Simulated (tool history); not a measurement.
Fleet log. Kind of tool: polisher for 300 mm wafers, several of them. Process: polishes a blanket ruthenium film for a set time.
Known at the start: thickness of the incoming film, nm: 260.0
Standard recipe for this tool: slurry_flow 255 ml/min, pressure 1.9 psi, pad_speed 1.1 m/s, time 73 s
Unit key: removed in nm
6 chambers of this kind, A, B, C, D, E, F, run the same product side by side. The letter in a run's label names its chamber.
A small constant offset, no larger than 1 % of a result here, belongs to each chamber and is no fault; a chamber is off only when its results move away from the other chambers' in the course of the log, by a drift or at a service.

run	hour	slurry_flow	pressure	pad_speed	time	wafers polished on this pad	hours since the slurry nozzle was cleaned	hours since the head pressure was calibrated	removed
# hour 0.7: chamber F: worn pad replaced by a new one
1E	9.6	255	1.9	1.1	73	774	191.2	244	101.3
# hour 10.9: chamber E: worn pad replaced by a new one
# hour 14.5: chamber A: slurry nozzle cleaned
2B	17.6	255	1.9	1.1	73	332	148.9	709.2	101.72
3A	22.8	255	1.9	1.1	73	388	8.3	1070.5	101.57
4C	31.3	255	1.9	1.1	73	369	416	230.5	101.73
5D	40.2	255	1.9	1.1	73	432	301.3	323.5	99.808
6F	46.4	255	1.9	1.1	73	272	96	509.6	103.54
7A	56.1	255	1.9	1.1	73	586	41.6	1103.8	101.38
# hour 56.6: chamber A: worn pad replaced by a new one
# hour 64.9: chamber D: worn pad replaced by a new one
8C	65.3	210	1.9	1.32	73	571	450	264.5	119.46
9F	71.9	210	1.9	1.32	73	424	121.5	535.1	120.24
# hour 73.2: chamber C: worn pad replaced by a new one
# hour 73.7: chamber D: slurry nozzle cleaned
10D	78.6	210	1.9	1.32	73	82	5	361.9	116.84
11E	85.5	210	1.9	1.32	73	444	267.1	319.9	118.92
12B	95.7	210	1.9	1.32	73	797	227	787.3	117.57
13E	101.1	210	1.9	1.32	73	537	282.7	335.5	119.45
14D	111.1	255	1.9	1.1	73	275	37.5	394.4	100.18
# hour 113.1: chamber A: head pressure recalibrated
15A	117	255	1.9	1.1	73	360	102.5	4	101.9
# hour 119.8: chamber E: worn pad replaced by a new one
16F	123.7	255	1.9	1.1	73	732	173.3	586.9	102.74
17B	128.9	255	1.9	1.1	73	995	260.2	820.5	99.866
# hour 135.4: chamber F: head pressure recalibrated
18C	139.1	255	1.9	1.1	73	392	523.8	338.3	102.98
19D	144	255	1.9	1.1	73	471	70.4	427.3	101.08
# hour 150.2: chamber A: worn pad replaced by a new one
20F	152.6	255	1.9	1.1	73	904	202.2	17.3	102.27
# hour 155.6: chamber D: worn pad replaced by a new one
21E	161.9	255	1.9	1.1	73	250	343.5	396.3	101.57
22C	170.5	255	1.9	1.1	73	579	555.2	369.7	101.1
23A	178.1	255	2.4	1.1	73	166	163.6	65.1	128.59
# hour 180.3: chamber C: worn pad replaced by a new one
24B	183.7	255	2.4	1.1	73	1321	315	875.3	126.11
# hour 186.4: chamber F: worn pad replaced by a new one
25E	193.6	255	2.4	1.1	73	439	375.2	428	130.1
26C	203.9	255	2.4	1.1	73	141	588.6	403.1	128.37
27B	212.7	255	2.4	1.1	73	1493	344	904.3	124.57
28F	220.3	255	2.4	1.1	73	202	269.9	85	128.53
29A	230.3	255	1.9	1.1	73	476	215.8	117.3	102.35
# hour 233.6: chamber E: head pressure recalibrated
# hour 236.7: chamber E: worn pad replaced by a new one
# hour 238.3: chamber D: worn pad replaced by a new one
30D	240.3	255	1.9	1.1	73	12	166.7	523.6	101.28
31E	250.3	255	2.4	1.1	73	81	431.9	16.7	128.25
32C	257.6	255	2.4	1.1	73	460	642.3	456.8	126.96
# hour 257.7: chamber A: worn pad replaced by a new one
33A	264.1	255	2.4	1.1	73	38	249.6	151.1	129.36
34D	271.8	255	2.4	1.1	73	199	198.2	555.1	127.5
# hour 272.2: chamber C: worn pad replaced by a new one
35B	280.3	255	2.4	1.1	73	1895	411.6	971.9	124.64
36F	288	255	2.4	1.1	73	604	337.6	152.7	129.28
37C	297.8	255	1.9	1.1	73	152	682.5	497	101.05
# hour 302.4: chamber D: head pressure recalibrated
38A	305.5	255	1.9	1.1	73	284	291	192.5	101.26
39D	314	255	1.9	1.1	73	450	240.4	11.7	100.13
40F	322	255	1.9	1.1	73	807	371.6	186.7	102.14
41E	329	255	1.9	1.1	73	549	510.6	95.4	101.95

Next, every chamber runs the same settings. What will each give?
42A	336.4	255	2.2	1.1	73				?
42B	336.4	255	2.2	1.1	73				?
42C	336.4	255	2.2	1.1	73				?
42D	336.4	255	2.2	1.1	73				?
42E	336.4	255	2.2	1.1	73				?
42F	336.4	255	2.2	1.1	73				?

run	removed
42A	118.31
42B	112.14
42C	118.27
42D	114.92
42E	117.47
42F	117.23

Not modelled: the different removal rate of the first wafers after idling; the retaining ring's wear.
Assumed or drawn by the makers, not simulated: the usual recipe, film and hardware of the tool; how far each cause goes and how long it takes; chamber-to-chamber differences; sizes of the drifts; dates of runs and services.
